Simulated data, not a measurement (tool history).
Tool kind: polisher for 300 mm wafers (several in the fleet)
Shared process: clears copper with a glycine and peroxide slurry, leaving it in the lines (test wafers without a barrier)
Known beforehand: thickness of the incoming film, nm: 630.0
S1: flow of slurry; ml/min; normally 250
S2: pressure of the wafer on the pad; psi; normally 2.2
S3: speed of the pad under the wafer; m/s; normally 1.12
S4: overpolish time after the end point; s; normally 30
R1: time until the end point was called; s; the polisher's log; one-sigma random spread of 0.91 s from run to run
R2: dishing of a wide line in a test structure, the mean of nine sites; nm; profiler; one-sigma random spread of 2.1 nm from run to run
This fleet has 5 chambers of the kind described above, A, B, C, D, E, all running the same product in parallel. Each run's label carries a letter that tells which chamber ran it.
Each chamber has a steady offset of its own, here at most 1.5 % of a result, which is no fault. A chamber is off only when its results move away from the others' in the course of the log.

At hour 2.7: chamber D: worn pad replaced by a new one.
Run 1A, hour 13.0: usual settings. Result: R1 112.050 s, R2 90.635 nm.
At hour 17.0: chamber D: slurry nozzle cleaned.
Run 2C, hour 24.6: usual settings. Result: R1 110.430 s, R2 86.977 nm.
Run 3D, hour 39.6: usual settings. Result: R1 111.480 s, R2 86.157 nm.
Run 4B, hour 53.1: usual settings. Result: R1 113.340 s, R2 89.772 nm.
Run 5E, hour 61.4: usual settings. Result: R1 114.280 s, R2 92.613 nm.
Run 6B, hour 73.3: usual settings. Result: R1 112.770 s, R2 87.833 nm.
At hour 73.4: chamber A: worn pad replaced by a new one.
Run 7A, hour 87.3: usual settings but S1 215 ml/min, S4 23 s. Result: R1 112.900 s, R2 75.513 nm.
Run 8C, hour 102.5: usual settings but S1 215 ml/min, S4 23 s. Result: R1 111.170 s, R2 75.731 nm.
At hour 105.9: chamber E: head pressure recalibrated.
Run 9D, hour 113.4: usual settings but S1 215 ml/min, S4 23 s. Result: R1 114.940 s, R2 75.018 nm.
At hour 115.4: chamber C: worn pad replaced by a new one.
Run 10E, hour 120.7: usual settings but S1 215 ml/min, S4 23 s. Result: R1 115.800 s, R2 73.038 nm.
Run 11C, hour 128.8: usual settings but S1 215 ml/min, S4 23 s. Result: R1 109.750 s, R2 76.881 nm.
Run 12D, hour 137.9: usual settings but S3 1.32 m/s, S4 19 s. Result: R1 96.667 s, R2 71.542 nm.
At hour 143.6: chamber B: worn pad replaced by a new one.
Run 13E, hour 148.6: usual settings but S3 1.32 m/s, S4 19 s. Result: R1 99.663 s, R2 72.920 nm.
Run 14B, hour 156.0: usual settings but S3 1.32 m/s, S4 19 s. Result: R1 96.168 s, R2 71.256 nm.
Run 15A, hour 169.3: usual settings but S3 1.32 m/s, S4 19 s. Result: R1 98.251 s, R2 73.333 nm.
Run 16E, hour 183.1: usual settings but S3 1.32 m/s, S4 19 s. Result: R1 99.398 s, R2 73.636 nm.
At hour 185.0: chamber A: worn pad replaced by a new one.
At hour 187.7: chamber C: slurry nozzle cleaned.
Run 17A, hour 194.4: usual settings. Result: R1 111.060 s, R2 91.092 nm.
Run 18D, hour 206.5: usual settings. Result: R1 110.740 s, R2 86.536 nm.
Run 19C, hour 214.6: usual settings. Result: R1 107.160 s, R2 89.051 nm.
At hour 224.5: chamber D: worn pad replaced by a new one.
Run 20B, hour 225.9: usual settings. Result: R1 111.160 s, R2 87.581 nm.
At hour 226.8: chamber E: worn pad replaced by a new one.
Run 21A, hour 234.2: usual settings. Result: R1 109.720 s, R2 90.480 nm.
Run 22B, hour 240.9: usual settings but S3 0.74 m/s. Result: R1 154.210 s, R2 73.199 nm.
At hour 241.4: chamber A: slurry nozzle cleaned.
Run 23C, hour 255.0: usual settings but S3 0.74 m/s. Result: R1 147.860 s, R2 76.640 nm.
At hour 264.0: chamber D: slurry nozzle cleaned.
Run 24E, hour 267.5: usual settings but S3 0.74 m/s. Result: R1 158.250 s, R2 74.484 nm.
Run 25D, hour 276.7: usual settings but S3 0.74 m/s. Result: R1 152.080 s, R2 74.381 nm.
At hour 287.7: chamber A: worn pad replaced by a new one.
Run 26A, hour 291.9: usual settings but S3 0.74 m/s. Result: R1 152.620 s, R2 75.993 nm.
Run 27B, hour 303.3: usual settings. Result: R1 111.530 s, R2 89.107 nm.
Run 28E, hour 317.7: usual settings. Result: R1 114.380 s, R2 91.057 nm.
Run 29C, hour 325.2: usual settings. Result: R1 106.790 s, R2 91.911 nm.
At hour 339.2: chamber B: head pressure recalibrated.
Run 30D, hour 340.1: usual settings. Result: R1 111.930 s, R2 91.290 nm.
At hour 341.7: chamber E: slurry nozzle cleaned.
Run 31A, hour 352.8: usual settings. Result: R1 111.150 s, R2 91.164 nm.
Run 32D, hour 367.1: usual settings. Result: R1 111.700 s, R2 87.685 nm.
Run 33E, hour 376.4: usual settings but S2 2.9 psi, S3 0.94 m/s. Result: R1 103.470 s, R2 97.098 nm.
Run 34C, hour 390.4: usual settings but S2 2.9 psi, S3 0.94 m/s. Result: R1 96.743 s, R2 100.110 nm.
At hour 397.8: chamber B: slurry nozzle cleaned.
Run 35B, hour 400.6: usual settings but S2 2.9 psi, S3 0.94 m/s. Result: R1 103.870 s, R2 97.668 nm.
Run 36E, hour 409.9: usual settings but S2 2.9 psi, S3 0.94 m/s. Result: R1 104.760 s, R2 97.839 nm.
Run 37D, hour 420.4: usual settings but S2 2.9 psi, S3 0.94 m/s. Result: R1 100.760 s, R2 96.588 nm.

Does one chamber stand apart from the rest, does the shared gauge drift, or is all well apart from small per-chamber offsets? Give the chamber and the most likely cause, where there is one.

Chamber C drifts away from the others.
Most likely cause: head's pressure above its setpoint, % = 8.38.

Below are 4 candidate recipes for chamber C's next run, each the usual settings with a change, their results shown as question marks. Which of them brings C's results back in line with what the other chambers give on the usual settings?
In-line tolerance around the mean of the other chambers on the usual settings: R1 3.200 s; R2 7.200 nm
Run 38C-1, hour 431.4: usual settings but S2 2.1 psi, S3 1.08 m/s. Result: R1 ?, R2 ?.
Run 38C-2, hour 431.4: usual settings but S2 2.3 psi, S3 1.16 m/s. Result: R1 ?, R2 ?.
Run 38C-3, hour 431.4: usual settings but S3 1.14 m/s. Result: R1 ?, R2 ?.
Run 38C-4, hour 431.4: usual settings but S3 1.10 m/s. Result: R1 ?, R2 ?.

Usual-settings mean across the other chambers: R1 111.810 s; R2 89.561 nm
  run       R1      R2
38C-1  111.630  90.317
38C-2   97.543  98.267
38C-3  102.730  95.043
38C-4  105.830  93.576
The right change is 38C-1: it brings the chamber back within the allowed miss of the others.

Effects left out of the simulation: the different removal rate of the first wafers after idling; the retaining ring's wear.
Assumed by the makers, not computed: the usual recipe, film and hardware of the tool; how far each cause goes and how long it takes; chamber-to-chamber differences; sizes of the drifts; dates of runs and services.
